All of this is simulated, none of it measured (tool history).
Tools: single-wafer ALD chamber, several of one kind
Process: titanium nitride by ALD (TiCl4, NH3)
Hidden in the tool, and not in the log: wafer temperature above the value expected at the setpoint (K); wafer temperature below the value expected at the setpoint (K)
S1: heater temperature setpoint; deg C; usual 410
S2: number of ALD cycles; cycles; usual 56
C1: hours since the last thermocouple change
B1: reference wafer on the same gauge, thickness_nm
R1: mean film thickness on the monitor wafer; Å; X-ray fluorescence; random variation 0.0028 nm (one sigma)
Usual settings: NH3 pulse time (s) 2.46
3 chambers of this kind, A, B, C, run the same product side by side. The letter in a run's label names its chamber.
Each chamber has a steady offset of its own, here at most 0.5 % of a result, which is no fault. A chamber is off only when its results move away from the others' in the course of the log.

Run 1A, hour 2.0: usual settings; C1 125.3; B1 1.4603. Result: R1 12.454 Å.
Run 2C, hour 5.3: usual settings; C1 1697.1; B1 1.4592. Result: R1 12.426 Å.
Run 3B, hour 8.9: usual settings; C1 666.4; B1 1.4597. Result: R1 12.537 Å.
Run 4C, hour 12.5: usual settings; C1 1704.3; B1 1.4602. Result: R1 12.492 Å.
Run 5B, hour 16.5: usual settings; C1 674.0; B1 1.4602. Result: R1 12.545 Å.
Run 6A, hour 19.9: usual settings; C1 143.2; B1 1.4599. Result: R1 12.433 Å.
Run 7B, hour 23.5: usual settings but S2 66 cycles, NH3 pulse time (s) 3.40; C1 681.0; B1 1.4605. Result: R1 14.872 Å.
Run 8A, hour 27.4: usual settings but S2 66 cycles, NH3 pulse time (s) 3.40; C1 150.7; B1 1.4589. Result: R1 14.790 Å.
Run 9C, hour 29.4: usual settings but S2 66 cycles, NH3 pulse time (s) 3.40; C1 1721.2; B1 1.4602. Result: R1 14.860 Å.
Run 10A, hour 33.6: usual settings; C1 156.9; B1 1.4600. Result: R1 12.436 Å.
Run 11C, hour 36.5: usual settings; C1 1728.3; B1 1.4600. Result: R1 12.474 Å.
Run 12B, hour 39.1: usual settings; C1 696.6; B1 1.4603. Result: R1 12.520 Å.
Run 13B, hour 43.2: usual settings but S1 424 deg C; C1 700.7; B1 1.4598. Result: R1 12.503 Å.
Run 14C, hour 47.3: usual settings but S1 424 deg C; C1 1739.1; B1 1.4593. Result: R1 12.532 Å.
Run 15A, hour 49.5: usual settings but S1 424 deg C; C1 172.8; B1 1.4600. Result: R1 12.443 Å.
Run 16C, hour 51.9: usual settings; C1 1743.7; B1 1.4599. Result: R1 12.460 Å.
Run 17B, hour 56.2: usual settings; C1 713.7; B1 1.4606. Result: R1 12.487 Å.
Run 18A, hour 59.7: usual settings but S2 50 cycles; C1 183.0; B1 1.4590. Result: R1 11.119 Å.
Run 19C, hour 62.1: usual settings but S2 50 cycles; C1 1753.9; B1 1.4601. Result: R1 11.143 Å.
Run 20A, hour 66.1: usual settings but S2 50 cycles; C1 189.4; B1 1.4602. Result: R1 11.091 Å.
Run 21B, hour 68.3: usual settings; C1 725.8; B1 1.4606. Result: R1 12.501 Å.
Run 22A, hour 70.2: usual settings; C1 193.5; B1 1.4599. Result: R1 12.416 Å.
Run 23C, hour 72.9: usual settings; C1 1764.7; B1 1.4606. Result: R1 12.463 Å.

What goes on in this fleet: one chamber off, a drifting gauge, or nothing beyond the chambers' own small offsets? Name the chamber and the cause, if any.

No chamber stands off beyond its own small offset, and the gauge holds steady.
